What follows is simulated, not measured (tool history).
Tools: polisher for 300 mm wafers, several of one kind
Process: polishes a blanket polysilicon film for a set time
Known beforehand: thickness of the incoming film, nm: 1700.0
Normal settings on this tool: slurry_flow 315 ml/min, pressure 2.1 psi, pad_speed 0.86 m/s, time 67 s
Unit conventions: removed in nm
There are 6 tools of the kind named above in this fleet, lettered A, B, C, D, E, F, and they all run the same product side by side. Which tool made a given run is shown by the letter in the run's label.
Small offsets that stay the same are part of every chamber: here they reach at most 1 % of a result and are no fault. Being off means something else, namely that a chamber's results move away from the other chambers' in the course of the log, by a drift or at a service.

run   hour  slurry_flow  pressure  pad_speed  time  wafers polished on this pad  hours since the slurry nozzle was cleaned  hours since the head pressure was calibrated  removed
 1B    9.6          315       2.1       0.86    67                          385                                        281                                         244.5   393.95
 2F   17.8          315       2.1       0.86    67                          180                                      370.6                                         857.7   392.39
 3A   29.3          315       2.1       0.86    67                          197                                      144.4                                           540    393.5
 4C   36.2          315       2.1       0.86    67                          396                                      362.9                                         389.1   388.43
 5D   41.4          315       2.1       0.86    67                          766                                        188                                         147.8   390.97
 6E   48.7          315       2.1       0.86    67                          977                                      550.1                                         307.3   383.89
 7C   59.4          315       2.1       0.86    67                          526                                      386.1                                         412.3   394.07
 8E   69.3          315       2.1       0.86    67                         1093                                      570.7                                         327.9   383.95
 9D   77.1          385       2.1       0.86    67                          966                                      223.7                                         183.5   395.36
      79.9  -- chamber C: head pressure recalibrated
10F     84          385       2.1       0.86    67                          551                                      436.8                                         923.9   401.55
      87.6  -- chamber F: worn pad replaced by a new one
      91.6  -- chamber D: worn pad replaced by a new one
11B   91.6          385       2.1       0.86    67                          845                                        363                                         326.5   395.21
12A     99          385       2.1       0.86    67                          587                                      214.1                                         609.7   403.03
13A  108.1          385       2.1       0.86    67                          638                                      223.2                                         618.8   397.81
       112  -- chamber B: worn pad replaced by a new one
14D  115.4          385       2.1       0.86    67                          133                                        262                                         221.8   392.89
     117.8  -- chamber E: slurry nozzle cleaned
15F  124.2          410       1.6       0.86    67                          205                                        477                                         964.1   302.74
     127.4  -- chamber E: worn pad replaced by a new one
16E  130.5          410       1.6       0.86    67                           17                                       12.7                                         389.1   303.74
17B  136.3          410       1.6       0.86    67                          136                                      407.7                                         371.2   303.37
     138.9  -- chamber A: worn pad replaced by a new one
18C  144.3          410       1.6       0.86    67                         1002                                        471                                          64.5    300.6
     152.8  -- chamber F: slurry nozzle cleaned
19A  154.7          410       1.6       0.86    67                           88                                      269.8                                         665.4   304.13
     157.1  -- chamber D: slurry nozzle cleaned
20D  162.9          410       1.6       0.86    67                          400                                        5.8                                         269.3   301.98
       168  -- chamber F: worn pad replaced by a new one
21B  170.4          240       2.1       0.86    67                          327                                      441.8                                         405.3   380.23
22E  180.6          240       2.1       0.86    67                          298                                       62.8                                         439.2    374.6
23F  191.1          240       2.1       0.86    67                          129                                       38.3                                          1031   381.88
24C  198.6          240       2.1       0.86    67                         1307                                      525.3                                         118.8   372.72
25B  205.9          240       2.1       0.86    67                          526                                      477.3                                         440.8   378.46
26C    215          240       2.1       0.86    67                         1399                                      541.7                                         135.2   366.06
27E  223.8          315       2.1       0.86    67                          540                                        106                                         482.4   389.53
     230.6  -- chamber A: slurry nozzle cleaned
28A  233.5          315       2.1       0.86    74                          530                                          3                                         744.2   437.67
     240.8  -- chamber B: slurry nozzle cleaned
29D    244          315       2.1       0.86    74                          854                                       86.9                                         350.4   421.05
30F  250.2          315       2.1       0.86    74                          461                                       97.4                                        1090.1   437.89
31B  259.1          315       2.1       0.86    74                          825                                       18.4                                           494   429.87
     260.3  -- chamber F: worn pad replaced by a new one
32D    265          315       2.1       0.86    74                          972                                      107.9                                         371.4   429.41
33F  272.7          315       2.1       0.86    74                           69                                      119.9                                        1112.6   434.35
     276.8  -- chamber D: worn pad replaced by a new one
34C  280.2          315       2.1       0.86    67                         1764                                      606.9                                         200.4   375.42
     283.3  -- chamber A: worn pad replaced by a new one
     283.4  -- chamber A: head pressure recalibrated
     289.6  -- chamber B: worn pad replaced by a new one
35E  290.3          315       2.1       0.86    67                          913                                      172.5                                         548.9   389.07
     293.8  -- chamber F: head pressure recalibrated
36A    299          315       2.1       0.86    67                           88                                       68.5                                          15.6   392.38
37E  307.9          315       2.1       0.86    67                         1012                                      190.1                                         566.5   392.81
38A  314.1          315       2.1       0.86    67                          172                                       83.6                                          30.7   395.57
39C  325.1          315       2.1       0.86    67                         2016                                      651.8                                         245.3    365.3
40D  334.4          315       2.1       0.86    67                          322                                      177.3                                         440.8   388.19
41F  344.4          315       2.1       0.86    67                          471                                      191.6                                          50.7   393.27
42B    350          315       2.1       0.86    67                          338                                      109.3                                         584.9   393.25
43C  361.3          315       2.1       0.86    67                         2219                                        688                                         281.5   359.93

Each of the 6 chambers runs these same settings next. Fill in every chamber's results:
44A  369.8          315       2.1       0.86    67                                                                                                                              ?
44B  369.8          315       2.1       0.86    67                                                                                                                              ?
44C  369.8          315       2.1       0.86    67                                                                                                                              ?
44D  369.8          315       2.1       0.86    67                                                                                                                              ?
44E  369.8          315       2.1       0.86    67                                                                                                                              ?
44F  369.8          315       2.1       0.86    67                                                                                                                              ?

run  removed
44A   389.58
44B   388.26
44C   361.11
44D   388.64
44E   389.07
44F   392.29
